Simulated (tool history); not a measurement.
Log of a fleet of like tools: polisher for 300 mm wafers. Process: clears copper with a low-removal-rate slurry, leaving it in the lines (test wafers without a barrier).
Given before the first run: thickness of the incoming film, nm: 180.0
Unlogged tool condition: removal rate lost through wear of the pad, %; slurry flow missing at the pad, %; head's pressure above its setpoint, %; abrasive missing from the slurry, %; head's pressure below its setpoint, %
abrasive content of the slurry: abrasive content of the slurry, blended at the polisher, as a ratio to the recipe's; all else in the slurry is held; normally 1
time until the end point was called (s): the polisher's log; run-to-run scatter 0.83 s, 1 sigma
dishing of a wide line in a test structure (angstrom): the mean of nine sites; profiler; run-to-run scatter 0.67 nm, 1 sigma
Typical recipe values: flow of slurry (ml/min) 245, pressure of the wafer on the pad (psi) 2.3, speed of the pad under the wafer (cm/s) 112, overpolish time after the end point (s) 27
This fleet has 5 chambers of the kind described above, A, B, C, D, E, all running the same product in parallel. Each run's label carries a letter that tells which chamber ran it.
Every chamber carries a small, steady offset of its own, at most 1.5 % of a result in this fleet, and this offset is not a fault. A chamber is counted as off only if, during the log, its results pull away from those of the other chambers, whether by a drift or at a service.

run   hour  flow of slurry (ml/min)  pressure of the wafer on the pad (psi)  speed of the pad under the wafer (cm/s)  abrasive content of the slurry  overpolish time after the end point (s)  wafers polished on this pad  hours since the slurry nozzle was cleaned  hours since the head pressure was calibrated  hours since the slurry blender was calibrated  time until the end point was called (s)  dishing of a wide line in a test structure (angstrom)
 1A    9.8                      245                                     2.3                                      112                               1                                       27                          340                                      783.6                                         472.9                                           11.7                                   71.606                                                 431.07
      14.5  -- chamber D: worn pad replaced by a new one
      15.3  -- chamber C: worn pad replaced by a new one
 2E   17.7                      245                                     2.3                                      112                               1                                       27                          921                                       43.1                                         520.2                                           60.4                                   73.881                                                 431.55
 3D   24.5                      245                                     2.3                                      112                               1                                       27                          110                                      550.3                                         657.3                                          154.5                                   73.114                                                 444.31
 4C   33.4                      245                                     2.3                                      112                               1                                       27                          197                                      252.4                                            67                                          165.7                                   72.504                                                 444.97
        35  -- chamber E: worn pad replaced by a new one
      38.3  -- chamber A: worn pad replaced by a new one
        42  -- chamber A: slurry nozzle cleaned
 5B   43.2                      245                                     2.3                                      112                               1                                       27                          605                                      108.9                                         917.3                                          351.4                                   73.272                                                 423.89
      47.3  -- chamber B: worn pad replaced by a new one
 6C   53.9                      245                                     2.3                                      112                               1                                       27                          422                                      272.9                                          87.5                                          186.2                                   73.324                                                 435.96
 7B   65.5                      245                                     2.3                                      112                               1                                       27                          199                                      131.2                                         939.6                                          373.7                                   71.978                                                 432.46
      66.5  -- chamber C: worn pad replaced by a new one
      69.6  -- chamber B: slurry blender recalibrated
      71.2  -- chamber C: slurry nozzle cleaned
 8D   72.3                      245                                     2.3                                      112                               1                                       27                          632                                      598.1                                         705.1                                          202.3                                   75.127                                                 428.07
 9A   78.6                      245                                     2.3                                      112                               1                                       27                          441                                       36.6                                         541.7                                           80.5                                    72.04                                                 438.44
10E   86.3                      245                                     2.3                                      112                               1                                       27                          561                                      111.7                                         588.8                                            129                                    74.41                                                 437.21
11A   94.5                      245                                     2.3                                      112                               1                                       27                          615                                       52.5                                         557.6                                           96.4                                   72.892                                                 436.63
     101.1  -- chamber B: worn pad replaced by a new one
12D  101.2                      245                                     2.3                                       92                               1                                       27                          948                                        627                                           734                                          231.2                                   89.987                                                 372.15
     104.1  -- chamber A: worn pad replaced by a new one
13C  109.5                      245                                     2.3                                       92                               1                                       27                          471                                       38.3                                         143.1                                          241.8                                   89.997                                                 376.34
     111.8  -- chamber D: worn pad replaced by a new one
14E  121.8                      245                                     2.3                                       92                               1                                       27                          949                                      147.2                                         624.3                                          164.5                                   89.528                                                 369.27
     125.6  -- chamber C: worn pad replaced by a new one
       130  -- chamber A: slurry blender recalibrated
15B  133.3                      245                                     2.3                                       92                               1                                       27                          353                                        199                                        1007.4                                           63.7                                   88.167                                                  367.3
     138.4  -- chamber E: worn pad replaced by a new one
16D  145.4                      245                                     2.3                                       92                               1                                       27                          368                                      671.2                                         778.2                                          275.4                                   91.395                                                 375.42
17A  158.1                      190                                     2.3                                      112                             1.2                                       27                          591                                      116.1                                         621.2                                           28.1                                   72.784                                                 426.65
     160.2  -- chamber D: slurry blender recalibrated
     160.9  -- chamber B: worn pad replaced by a new one
18C  163.7                      190                                     2.3                                      112                             1.2                                       27                          416                                       92.5                                         197.3                                            296                                    72.83                                                 445.15
19E  171.5                      190                                     2.3                                      112                             1.2                                       27                          362                                      196.9                                           674                                          214.2                                   72.962                                                 437.05
     176.8  -- chamber A: worn pad replaced by a new one
20B  180.4                      190                                     2.3                                      112                             1.2                                       27                          213                                      246.1                                        1054.5                                          110.8                                   72.372                                                  433.1
     188.2  -- chamber C: worn pad replaced by a new one
21E  191.2                      190                                     2.3                                      112                             1.2                                       27                          577                                      216.6                                         693.7                                          233.9                                   75.006                                                 446.13
22C  197.3                      245                                     1.7                                      112                               1                                       27                          100                                      126.1                                         230.9                                          329.6                                   98.504                                                    338
     199.6  -- chamber D: slurry nozzle cleaned
23D  205.9                      245                                     1.7                                      112                               1                                       27                         1029                                        6.4                                         838.7                                           45.7                                    101.4                                                 328.13
     210.8  -- chamber D: worn pad replaced by a new one
24A  214.6                      245                                     1.7                                      112                               1                                       27                          413                                      172.6                                         677.7                                           84.6                                   100.89                                                 322.78
25B  220.7                      245                                     1.7                                      112                               1                                       27                          654                                      286.4                                        1094.8                                          151.1                                   98.248                                                 336.79
       222  -- chamber B: worn pad replaced by a new one
26E  230.2                      245                                     1.7                                      112                               1                                       27                         1004                                      255.6                                         732.7                                          272.9                                   100.46                                                 335.22
27A  236.8                      245                                     2.3                                      112                               1                                       27                          656                                      194.8                                         699.9                                          106.8                                   73.673                                                 438.15
     238.4  -- chamber B: head pressure recalibrated
28C  244.9                      245                                     2.3                                      112                               1                                       27                          621                                      173.7                                         278.5                                          377.2                                   72.803                                                  439.8
29D  256.7                      245                                     2.3                                      112                               1                                       27                          502                                       57.2                                         889.5                                           96.5                                    73.02                                                 430.49
30B    264                      245                                     2.3                                      112                               1                                       27                          459                                      329.7                                          25.6                                          194.4                                   73.435                                                 443.35

All chambers now run identical settings, listed one chamber a line with results as question marks. What results will each chamber show?
31A  273.4                      170                                     2.3                                      112                               1                                       27                                                                                                                                                                                                             ?                                                      ?
31B  273.4                      170                                     2.3                                      112                               1                                       27                                                                                                                                                                                                             ?                                                      ?
31C  273.4                      170                                     2.3                                      112                               1                                       27                                                                                                                                                                                                             ?                                                      ?
31D  273.4                      170                                     2.3                                      112                               1                                       27                                                                                                                                                                                                             ?                                                      ?
31E  273.4                      170                                     2.3                                      112                               1                                       27                                                                                                                                                                                                             ?                                                      ?

run  time until the end point was called (s)  dishing of a wide line in a test structure (angstrom)
31A                                   77.724                                                 425.06
31B                                   76.569                                                 420.87
31C                                   76.335                                                 419.82
31D                                   79.081                                                 421.95
31E                                   77.252                                                 417.93

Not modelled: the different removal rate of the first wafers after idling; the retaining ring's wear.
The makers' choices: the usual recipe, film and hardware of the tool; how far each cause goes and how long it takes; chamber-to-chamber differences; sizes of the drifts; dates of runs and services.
